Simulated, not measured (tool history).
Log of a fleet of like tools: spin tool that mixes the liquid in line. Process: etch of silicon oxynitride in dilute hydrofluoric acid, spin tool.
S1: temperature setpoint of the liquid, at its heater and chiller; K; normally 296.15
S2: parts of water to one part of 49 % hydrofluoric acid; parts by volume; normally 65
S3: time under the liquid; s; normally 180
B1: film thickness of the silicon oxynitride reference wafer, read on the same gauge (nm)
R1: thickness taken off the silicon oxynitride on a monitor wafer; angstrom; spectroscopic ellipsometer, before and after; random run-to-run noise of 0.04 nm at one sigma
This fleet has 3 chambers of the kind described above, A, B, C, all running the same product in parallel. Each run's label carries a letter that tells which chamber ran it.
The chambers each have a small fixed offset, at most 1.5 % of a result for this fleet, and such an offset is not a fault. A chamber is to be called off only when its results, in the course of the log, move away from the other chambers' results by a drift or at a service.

run   hour      S1  S2   S3       B1      R1
 1C    4.4  296.15  65  180   99.969  52.056
 2B   11.5  296.15  65  180   99.983  51.751
 3A   15.2  296.15  65  180   99.982  51.850
 4A   23.2  296.15  65  180  100.000  51.301
 5C   31.0  296.15  65  180  100.010  51.814
 6B   36.9  296.15  65  180   99.967  51.779
 7C   43.0  296.15  65  180   99.998  51.954
 8A   47.4  296.15  65  180  100.010  51.442
 9B   52.3  296.15  65   75  100.000  21.780
10A   56.4  296.15  65   75   99.995  21.464
11B   61.5  296.15  65   75  100.000  21.565
12C   69.7  296.15  65  180   99.999  51.933
13C   76.9  296.15  65  250   99.986  71.942
14A   81.4  296.15  65  250  100.010  70.116
15B   87.3  296.15  65  250   99.968  73.327
16B   92.4  296.15  65  180   99.979  52.176
17A  100.3  296.15  65  180  100.010  50.373
18C  108.0  296.15  65  180  100.010  52.013
19C  114.8  296.15  65  180   99.998  51.758
20B  123.1  296.15  80  180   99.975  42.238
21A  130.6  296.15  80  180  100.010  39.723
22C  134.9  296.15  80  180   99.990  41.955
23B  139.2  296.15  65  180   99.984  52.712
24A  144.7  296.15  65  180  100.010  48.412
25A  151.6  298.65  65  180   99.985  55.456
26B  157.1  298.65  65  180   99.997  58.970
27C  164.8  298.65  65  180   99.993  58.501

Does one chamber stand apart from the rest, does the shared gauge drift, or is all well apart from small per-chamber offsets? Give the chamber and the most likely cause, where there is one.

Chamber A drifts away from the others.
What lies behind it: liquid colder than its thermometer reads (K) = 1.25.
The log may not tell that from: hydrofluoric acid flow below the setpoint (%).

Below are 4 candidate recipes for chamber A's next run, each the usual settings with a change, their results shown as question marks. Which of them brings A's results back in line with what the other chambers give on the usual settings?
Allowed miss from the other chambers' usual-settings mean, per result, to count as in line: R1 1.400 angstrom
28A-1  170.9  296.15  60  190       ?
28A-2  170.9  296.15  70  180       ?
28A-3  170.9  296.15  65  195       ?
28A-4  170.9  296.15  70  170       ?

Other chambers, usual settings, mean: R1 52.149 angstrom
  run      R1
28A-1  55.164
28A-2  44.547
28A-3  52.116
28A-4  42.072
28A-3 brings the chamber back in line.
